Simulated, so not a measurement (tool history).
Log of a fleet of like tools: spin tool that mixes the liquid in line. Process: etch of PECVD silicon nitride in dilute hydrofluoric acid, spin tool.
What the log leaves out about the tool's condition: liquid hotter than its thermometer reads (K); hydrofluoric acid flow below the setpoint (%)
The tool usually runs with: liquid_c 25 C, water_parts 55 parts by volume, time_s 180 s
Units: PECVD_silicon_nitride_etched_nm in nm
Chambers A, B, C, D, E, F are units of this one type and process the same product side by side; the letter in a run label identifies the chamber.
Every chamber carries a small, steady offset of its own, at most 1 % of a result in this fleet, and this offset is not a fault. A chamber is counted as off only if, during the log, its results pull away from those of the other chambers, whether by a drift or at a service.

run	hour	liquid_c	water_parts	time_s	hours since the thermometer was replaced	hours since the hydrofluoric acid flow meter was replaced	read-back film thickness of the PECVD silicon nitride reference wafer, read on the same gauge (nm)	PECVD_silicon_nitride_etched_nm
1E	6.0	25	55	180	1087.0	1163.3	30.006	7.3259
2D	12.0	25	55	180	1209.4	1077.7	29.974	7.4461
3F	16.7	25	55	180	278.9	1880.4	30.046	7.3592
4C	20.8	25	55	180	1579.1	1539.4	29.991	7.5348
5A	24.3	25	40	180	602.9	1001.4	30.002	10.3260
6B	31.3	25	40	180	284.3	149.2	29.950	10.2470
7E	36.9	25	40	180	1117.9	1194.2	30.011	10.2150
8A	42.0	25	40	180	620.6	1019.1	30.025	10.2250
9F	47.3	25	40	180	309.5	1911.0	30.031	10.0570
10C	53.4	25	40	180	1611.7	1572.0	30.024	10.1830
11D	58.2	25	55	180	1255.6	1123.9	29.960	7.4217
12B	63.5	25	55	180	316.5	181.4	30.005	7.5743
13E	66.7	25	55	180	1147.7	1224.0	30.050	7.4198
14B	73.6	25	55	180	326.6	191.5	30.011	7.5689
15A	77.4	25	55	180	656.0	1054.5	29.976	7.4917
16F	81.6	25	55	180	343.8	1945.3	30.044	7.5043
17D	85.1	25	55	180	1282.5	1150.8	29.997	7.3403
18C	88.4	25	55	180	1646.7	1607.0	30.035	7.3949
19D	92.9	25	35	180	1290.3	1158.6	29.993	11.4100
20E	97.2	25	35	180	1178.2	1254.5	30.007	11.4330
# hour 99.7: chamber C: hydrofluoric acid flow meter replaced
21A	103.7	25	35	180	682.3	1080.8	30.042	11.7780
22B	108.6	25	35	180	361.6	226.5	29.992	11.7850
# hour 113.8: chamber A: hydrofluoric acid flow meter replaced
23F	114.9	25	35	180	377.1	1978.6	30.000	11.6890
24C	118.5	25	35	180	1676.8	18.9	29.981	11.6520
25A	125.3	25	55	125	703.9	11.5	30.006	5.1095
26B	129.3	25	55	125	382.3	247.2	30.045	5.2463
27F	134.2	25	55	125	396.4	1997.9	29.979	5.1846
28E	137.8	25	55	125	1218.8	1295.1	29.968	5.1034
29D	142.6	25	55	125	1340.0	1208.3	30.004	5.2112
30C	146.0	25	55	125	1704.3	46.4	29.988	5.1511
# hour 150.8: chamber E: hydrofluoric acid flow meter replaced
31D	152.3	25	55	180	1349.7	1218.0	30.008	7.5137
32C	158.2	25	55	180	1716.5	58.6	30.013	7.4882
33A	162.2	25	55	180	740.8	48.4	29.984	7.5606
34B	165.5	25	40	250	418.5	283.4	30.003	14.3650
35F	171.0	25	40	250	433.2	2034.7	29.966	13.9980
# hour 173.6: chamber A: thermometer replaced
36E	176.0	25	40	250	1257.0	25.3	30.017	13.8310
# hour 180.7: chamber F: hydrofluoric acid flow meter replaced
37A	181.8	25	40	250	8.2	68.0	30.034	14.4900
38D	186.2	25	40	250	1383.6	1251.9	30.023	14.0050
39C	190.1	25	40	250	1748.4	90.5	30.048	14.1230
40B	194.7	25	55	180	447.7	312.6	30.010	7.4773
41E	200.5	25	55	180	1281.5	49.8	29.976	7.3592
42F	204.3	25	55	140	466.5	23.6	30.018	5.7733

Predict what each chamber gives when all 6 of them run the settings below next.
43A	209.2	20	55	180				?
43B	209.2	20	55	180				?
43C	209.2	20	55	180				?
43D	209.2	20	55	180				?
43E	209.2	20	55	180				?
43F	209.2	20	55	180				?

run	PECVD_silicon_nitride_etched_nm
43A	5.2734
43B	5.3889
43C	5.3912
43D	5.3122
43E	5.2046
43F	5.2842
